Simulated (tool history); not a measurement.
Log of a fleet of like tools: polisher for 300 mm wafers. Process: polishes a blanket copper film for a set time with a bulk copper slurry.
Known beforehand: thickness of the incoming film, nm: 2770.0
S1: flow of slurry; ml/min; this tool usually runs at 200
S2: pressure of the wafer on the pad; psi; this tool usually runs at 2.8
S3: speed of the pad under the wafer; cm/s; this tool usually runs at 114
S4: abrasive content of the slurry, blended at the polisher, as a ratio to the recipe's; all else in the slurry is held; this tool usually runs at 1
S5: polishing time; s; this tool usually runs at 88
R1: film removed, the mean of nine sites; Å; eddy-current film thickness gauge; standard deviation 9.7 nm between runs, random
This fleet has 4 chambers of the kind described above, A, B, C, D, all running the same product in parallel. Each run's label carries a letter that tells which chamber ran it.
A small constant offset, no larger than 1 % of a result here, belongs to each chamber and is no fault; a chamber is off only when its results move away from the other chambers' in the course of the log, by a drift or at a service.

| run | hour | S1 | S2 | S3 | S4 | S5 | R1 |
|---|---|---|---|---|---|---|---|
| 1A | 7.2 | 200 | 2.8 | 114 | 1 | 88 | 8814.7 |
| 2D | 12.7 | 200 | 2.8 | 114 | 1 | 88 | 8960.1 |
|  | 13.3 | chamber B: worn pad replaced by a new one |
| 3B | 21 | 200 | 2.8 | 114 | 1 | 88 | 8743.4 |
| 4C | 25.9 | 200 | 2.8 | 114 | 1 | 88 | 8841.8 |
|  | 27.8 | chamber A: slurry nozzle cleaned |
| 5C | 30.6 | 200 | 2.8 | 114 | 1 | 88 | 8885.2 |
|  | 33.4 | chamber C: worn pad replaced by a new one |
| 6A | 34.8 | 200 | 2.8 | 114 | 1 | 88 | 8906.1 |
|  | 35.1 | chamber C: slurry blender recalibrated |
| 7D | 44.6 | 200 | 2.8 | 114 | 1 | 88 | 8863.3 |
| 8B | 50.8 | 200 | 2.8 | 114 | 1 | 88 | 8908.5 |
| 9D | 60.3 | 200 | 2.8 | 114 | 0.8 | 116 | 11231 |
| 10C | 67.8 | 200 | 2.8 | 114 | 0.8 | 116 | 11186 |
| 11B | 74.6 | 200 | 2.8 | 114 | 0.8 | 116 | 11182 |
| 12A | 81.4 | 200 | 2.8 | 114 | 0.8 | 116 | 10944 |
| 13C | 86.1 | 200 | 2.8 | 114 | 1 | 88 | 8805.8 |
| 14B | 92.2 | 200 | 2.8 | 114 | 1 | 88 | 8793.6 |
| 15D | 98 | 200 | 2.8 | 114 | 1 | 88 | 8763.8 |
| 16A | 103.1 | 200 | 2.8 | 114 | 1 | 88 | 8681.9 |
|  | 103.7 | chamber B: slurry blender recalibrated |
| 17C | 108.7 | 200 | 2.8 | 114 | 1 | 88 | 8954.2 |
|  | 108.8 | chamber B: worn pad replaced by a new one |
|  | 114 | chamber D: worn pad replaced by a new one |
| 18B | 116.5 | 200 | 2.8 | 114 | 1 | 88 | 8923 |
|  | 122.2 | chamber D: slurry nozzle cleaned |
|  | 124.1 | chamber D: slurry blender recalibrated |
| 19A | 125.5 | 200 | 2.8 | 114 | 1 | 88 | 8478.9 |
|  | 128.5 | chamber C: worn pad replaced by a new one |
| 20D | 135.2 | 200 | 2.8 | 114 | 1 | 88 | 8800 |
| 21B | 142.3 | 200 | 2.8 | 114 | 1 | 88 | 8805.6 |
|  | 145.9 | chamber A: slurry blender recalibrated |
| 22D | 151.9 | 200 | 2.8 | 114 | 1 | 88 | 9028.8 |
| 23C | 156.7 | 200 | 2.8 | 114 | 1 | 88 | 8844.1 |
| 24A | 163 | 200 | 2.8 | 114 | 1 | 88 | 8598.7 |
| 25D | 170.6 | 200 | 2.8 | 114 | 1 | 88 | 8822.4 |
| 26A | 178.2 | 200 | 2.8 | 146 | 1 | 88 | 10551 |
|  | 181.3 | chamber D: head pressure recalibrated |
| 27C | 185.6 | 200 | 2.8 | 146 | 1 | 88 | 11514 |
| 28B | 193.7 | 200 | 2.8 | 146 | 1 | 88 | 11630 |
|  | 200.4 | chamber B: worn pad replaced by a new one |
| 29B | 202 | 200 | 2.8 | 146 | 1 | 88 | 11388 |
| 30A | 208.9 | 200 | 2.8 | 114 | 1 | 88 | 8275.2 |
| 31D | 217 | 200 | 2.8 | 114 | 1 | 88 | 8824.3 |

Each of the 4 chambers runs these same settings next. Fill in every chamber's results:
| 32A | 224 | 200 | 2.8 | 84 | 1 | 88 | ? |
| 32B | 224 | 200 | 2.8 | 84 | 1 | 88 | ? |
| 32C | 224 | 200 | 2.8 | 84 | 1 | 88 | ? |
| 32D | 224 | 200 | 2.8 | 84 | 1 | 88 | ? |

| run | R1 |
|---|---|
| 32A | 5959.9 |
| 32B | 6609.3 |
| 32C | 6558 |
| 32D | 6404.9 |
